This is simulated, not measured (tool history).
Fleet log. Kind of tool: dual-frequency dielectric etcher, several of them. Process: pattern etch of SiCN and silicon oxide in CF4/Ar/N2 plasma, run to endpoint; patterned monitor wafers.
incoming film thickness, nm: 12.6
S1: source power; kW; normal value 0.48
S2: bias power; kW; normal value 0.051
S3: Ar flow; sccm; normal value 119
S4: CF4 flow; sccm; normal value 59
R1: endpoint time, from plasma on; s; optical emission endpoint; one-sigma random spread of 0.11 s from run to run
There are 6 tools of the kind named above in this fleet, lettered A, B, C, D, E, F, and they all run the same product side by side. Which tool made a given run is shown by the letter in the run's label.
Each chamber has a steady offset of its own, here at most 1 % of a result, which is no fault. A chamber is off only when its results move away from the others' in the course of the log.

Run 1D, hour 4: usual settings. Result: R1 16.508 s.
Run 2F, hour 10.5: usual settings. Result: R1 16.557 s.
Run 3A, hour 17.2: usual settings. Result: R1 16.361 s.
Run 4E, hour 21.6: usual settings. Result: R1 16.545 s.
Run 5C, hour 26.5: usual settings. Result: R1 16.684 s.
Run 6B, hour 31.3: usual settings. Result: R1 16.468 s.
Run 7D, hour 35.7: usual settings. Result: R1 16.756 s.
Run 8C, hour 42.4: usual settings but S2 0.045 kW. Result: R1 17.099 s.
Run 9B, hour 46.7: usual settings but S2 0.045 kW. Result: R1 17.206 s.
Run 10A, hour 53.4: usual settings but S2 0.045 kW. Result: R1 17.184 s.
Run 11E, hour 58.2: usual settings but S2 0.045 kW. Result: R1 17.179 s.
Run 12F, hour 64.6: usual settings but S2 0.045 kW. Result: R1 16.944 s.
Run 13F, hour 72.1: usual settings but S2 0.045 kW. Result: R1 17.095 s.
Run 14A, hour 78.1: usual settings but S3 141 sccm. Result: R1 16.941 s.
Run 15C, hour 82.4: usual settings but S3 141 sccm. Result: R1 16.937 s.
Run 16D, hour 86.9: usual settings but S3 141 sccm. Result: R1 16.997 s.
Run 17E, hour 94.1: usual settings but S3 141 sccm. Result: R1 17.049 s.
Run 18B, hour 98: usual settings but S3 141 sccm. Result: R1 16.953 s.
Run 19A, hour 102.7: usual settings but S3 141 sccm. Result: R1 17.008 s.
Run 20B, hour 109.7: usual settings. Result: R1 16.304 s.
Run 21C, hour 116.9: usual settings but S1 0.57 kW. Result: R1 14.161 s.
Run 22F, hour 120.6: usual settings but S1 0.57 kW. Result: R1 14.187 s.
Run 23D, hour 127.1: usual settings but S1 0.57 kW. Result: R1 14.13 s.
Run 24E, hour 130.9: usual settings but S1 0.57 kW. Result: R1 14.145 s.
Run 25B, hour 136.6: usual settings but S1 0.57 kW. Result: R1 14.338 s.
Run 26A, hour 141.9: usual settings but S1 0.57 kW. Result: R1 14.195 s.
Run 27C, hour 147.5: usual settings. Result: R1 16.335 s.
At hour 154.9: chamber C: wet clean of the chamber.
Run 28D, hour 155: usual settings. Result: R1 16.469 s.
Run 29F, hour 161: usual settings. Result: R1 16.084 s.
Run 30E, hour 166.7: usual settings. Result: R1 16.447 s.
Run 31A, hour 174.2: usual settings. Result: R1 16.536 s.
Run 32B, hour 181.6: usual settings but S1 0.56 kW, S2 0.062 kW. Result: R1 13.588 s.
Run 33F, hour 186.2: usual settings but S1 0.56 kW, S2 0.062 kW. Result: R1 13.496 s.
Run 34C, hour 190.9: usual settings but S1 0.56 kW, S2 0.062 kW. Result: R1 13.025 s.
At hour 196.3: chamber E: wet clean of the chamber.
Run 35E, hour 196.8: usual settings but S1 0.56 kW, S2 0.062 kW. Result: R1 13.509 s.
Run 36D, hour 203.6: usual settings but S1 0.56 kW, S2 0.062 kW. Result: R1 13.51 s.
Run 37C, hour 211: usual settings but S1 0.56 kW, S2 0.062 kW. Result: R1 13.119 s.
Run 38A, hour 217.2: usual settings. Result: R1 16.516 s.
At hour 218.2: chamber F: wet clean of the chamber.
Run 39D, hour 220.9: usual settings. Result: R1 16.423 s.
Run 40F, hour 225.2: usual settings. Result: R1 16.28 s.
Run 41B, hour 230.5: usual settings. Result: R1 16.382 s.
Run 42E, hour 236.9: usual settings. Result: R1 16.523 s.
Run 43E, hour 241.8: usual settings. Result: R1 16.553 s.

All chambers now run identical settings, listed one chamber a line with results as question marks. What results will each chamber show?
Run 44A, hour 247.4: usual settings but S2 0.059 kW. Result: R1 ?.
Run 44B, hour 247.4: usual settings but S2 0.059 kW. Result: R1 ?.
Run 44C, hour 247.4: usual settings but S2 0.059 kW. Result: R1 ?.
Run 44D, hour 247.4: usual settings but S2 0.059 kW. Result: R1 ?.
Run 44E, hour 247.4: usual settings but S2 0.059 kW. Result: R1 ?.
Run 44F, hour 247.4: usual settings but S2 0.059 kW. Result: R1 ?.

run      R1
44A  15.743
44B  15.852
44C  15.247
44D  15.608
44E   15.67
44F  15.539
